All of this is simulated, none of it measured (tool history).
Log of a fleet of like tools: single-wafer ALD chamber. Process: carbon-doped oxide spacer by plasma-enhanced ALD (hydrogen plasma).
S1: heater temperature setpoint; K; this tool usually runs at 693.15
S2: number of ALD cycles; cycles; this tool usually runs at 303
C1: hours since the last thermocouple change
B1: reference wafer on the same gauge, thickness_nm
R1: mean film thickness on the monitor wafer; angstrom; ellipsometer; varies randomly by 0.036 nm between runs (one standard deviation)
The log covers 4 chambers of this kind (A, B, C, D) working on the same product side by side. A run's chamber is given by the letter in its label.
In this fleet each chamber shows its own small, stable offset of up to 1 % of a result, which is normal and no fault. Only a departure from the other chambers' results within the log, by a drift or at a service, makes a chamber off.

{"run": "1B", "day": 0.233, "S1": 693.15, "S2": 303, "C1": 1134.1, "B1": 12.095, "R1": 140.99}
{"run": "2A", "day": 0.367, "S1": 693.15, "S2": 303, "C1": 184.1, "B1": 12.108, "R1": 143.46}
{"run": "3D", "day": 0.529, "S1": 693.15, "S2": 303, "C1": 298.9, "B1": 12.102, "R1": 143.68}
{"run": "4C", "day": 0.796, "S1": 693.15, "S2": 303, "C1": 1550.5, "B1": 12.102, "R1": 142.7}
{"run": "5A", "day": 1.008, "S1": 693.15, "S2": 303, "C1": 199.5, "B1": 12.097, "R1": 142.99}
{"run": "6C", "day": 1.162, "S1": 693.15, "S2": 303, "C1": 1559.3, "B1": 12.103, "R1": 142.31}
{"run": "7B", "day": 1.362, "S1": 693.15, "S2": 303, "C1": 1161.2, "B1": 12.104, "R1": 140.72}
{"run": "8D", "day": 1.575, "S1": 693.15, "S2": 303, "C1": 324.0, "B1": 12.097, "R1": 142.73}
{"run": "9A", "day": 1.762, "S1": 693.15, "S2": 303, "C1": 217.6, "B1": 12.101, "R1": 143.05}
{"run": "10D", "day": 2.033, "S1": 693.15, "S2": 303, "C1": 335.0, "B1": 12.094, "R1": 142.71}
{"run": "11C", "day": 2.221, "S1": 693.15, "S2": 303, "C1": 1584.7, "B1": 12.098, "R1": 142.25}
{"run": "12B", "day": 2.362, "S1": 693.15, "S2": 303, "C1": 1185.2, "B1": 12.099, "R1": 141.22}
{"run": "13A", "day": 2.667, "S1": 693.15, "S2": 303, "C1": 239.3, "B1": 12.102, "R1": 143.61}
{"run": "14D", "day": 2.892, "S1": 693.15, "S2": 303, "C1": 355.6, "B1": 12.099, "R1": 143.16}
{"run": "15B", "day": 3.171, "S1": 693.15, "S2": 303, "C1": 1204.6, "B1": 12.107, "R1": 141.47}
{"run": "16C", "day": 3.471, "S1": 693.15, "S2": 303, "C1": 1614.7, "B1": 12.102, "R1": 141.17}
{"run": "17C", "day": 3.65, "S1": 684.15, "S2": 303, "C1": 1619.0, "B1": 12.096, "R1": 145.01}
{"run": "18A", "day": 3.858, "S1": 684.15, "S2": 303, "C1": 267.9, "B1": 12.093, "R1": 147.45}
{"run": "19D", "day": 4.138, "S1": 684.15, "S2": 303, "C1": 385.5, "B1": 12.103, "R1": 146.93}
{"run": "20B", "day": 4.329, "S1": 684.15, "S2": 303, "C1": 1232.4, "B1": 12.103, "R1": 145.19}
{"run": "21D", "day": 4.496, "S1": 707.15, "S2": 278, "C1": 394.1, "B1": 12.098, "R1": 125.38}
{"run": "22B", "day": 4.733, "S1": 707.15, "S2": 278, "C1": 1242.1, "B1": 12.11, "R1": 123.81}
{"run": "23C", "day": 4.971, "S1": 707.15, "S2": 278, "C1": 1650.7, "B1": 12.099, "R1": 123.46}
{"run": "24A", "day": 5.254, "S1": 707.15, "S2": 278, "C1": 301.4, "B1": 12.101, "R1": 125.64}
{"run": "25D", "day": 5.417, "S1": 693.15, "S2": 303, "C1": 416.2, "B1": 12.091, "R1": 143.21}
{"run": "26A", "day": 5.692, "S1": 693.15, "S2": 303, "C1": 311.9, "B1": 12.105, "R1": 143.24}
{"run": "27B", "day": 5.996, "S1": 693.15, "S2": 303, "C1": 1272.4, "B1": 12.1, "R1": 141.66}
{"run": "28C", "day": 6.283, "S1": 693.15, "S2": 303, "C1": 1682.2, "B1": 12.103, "R1": 140.39}
{"run": "29B", "day": 6.421, "S1": 693.15, "S2": 303, "C1": 1282.6, "B1": 12.105, "R1": 141.08}
{"run": "30C", "day": 6.696, "S1": 693.15, "S2": 303, "C1": 1692.1, "B1": 12.093, "R1": 139.97}
{"run": "31D", "day": 6.854, "S1": 693.15, "S2": 303, "C1": 450.7, "B1": 12.103, "R1": 143.11}
{"run": "32A", "day": 7.05, "S1": 693.15, "S2": 303, "C1": 344.5, "B1": 12.099, "R1": 144.18}
{"run": "33B", "day": 7.296, "S1": 693.15, "S2": 303, "C1": 1303.6, "B1": 12.103, "R1": 141.88}
{"run": "34A", "day": 7.579, "S1": 693.15, "S2": 303, "C1": 357.2, "B1": 12.109, "R1": 143.4}
{"run": "35D", "day": 7.871, "S1": 693.15, "S2": 303, "C1": 475.1, "B1": 12.111, "R1": 143.59}
{"run": "36C", "day": 8.167, "S1": 693.15, "S2": 303, "C1": 1727.4, "B1": 12.102, "R1": 139.59}
{"run": "37D", "day": 8.333, "S1": 693.15, "S2": 303, "C1": 486.2, "B1": 12.101, "R1": 142.97}
{"day": 8.383, "done": "chamber B: thermocouple changed; heater temperature recalibrated"}
{"run": "38A", "day": 8.517, "S1": 703.15, "S2": 266, "C1": 379.7, "B1": 12.106, "R1": 122.67}
{"run": "39B", "day": 8.758, "S1": 703.15, "S2": 266, "C1": 9.1, "B1": 12.098, "R1": 119.92}
{"run": "40C", "day": 8.967, "S1": 703.15, "S2": 266, "C1": 1746.6, "B1": 12.101, "R1": 118.71}
{"run": "41B", "day": 9.167, "S1": 703.15, "S2": 266, "C1": 18.9, "B1": 12.092, "R1": 120.12}
{"run": "42A", "day": 9.371, "S1": 693.15, "S2": 303, "C1": 400.2, "B1": 12.099, "R1": 143.5}
{"run": "43D", "day": 9.521, "S1": 693.15, "S2": 303, "C1": 514.7, "B1": 12.105, "R1": 142.61}

Has any chamber moved away from the others, gradually or after a service, or does the common gauge drift, or do the chambers differ only by their own small steady offsets? State the chamber and the most likely cause if one applies.

Chamber C drifts away from the others.
What lies behind it: wafer temperature above the value expected at the setpoint (K) = 6.03.

Here are 4 candidates for chamber C's next run, each the usual settings with a change, their results left as question marks. Which one brings its results back in line with what the others give on the usual settings?
A result is in line if it is within this distance of the other chambers' mean on the usual settings: R1 1.30 angstrom
{"run": "44C-1", "day": 9.742, "S1": 693.15, "S2": 296, "R1": "?"}
{"run": "44C-2", "day": 9.742, "S1": 693.15, "S2": 305, "R1": "?"}
{"run": "44C-3", "day": 9.742, "S1": 693.15, "S2": 301, "R1": "?"}
{"run": "44C-4", "day": 9.742, "S1": 693.15, "S2": 310, "R1": "?"}

Other chambers, usual settings, mean: R1 142.53 angstrom
run=44C-1 R1=135.98
run=44C-2 R1=140.12
run=44C-3 R1=138.28
run=44C-4 R1=142.41
It is 44C-4 that realigns the chamber with its peers.
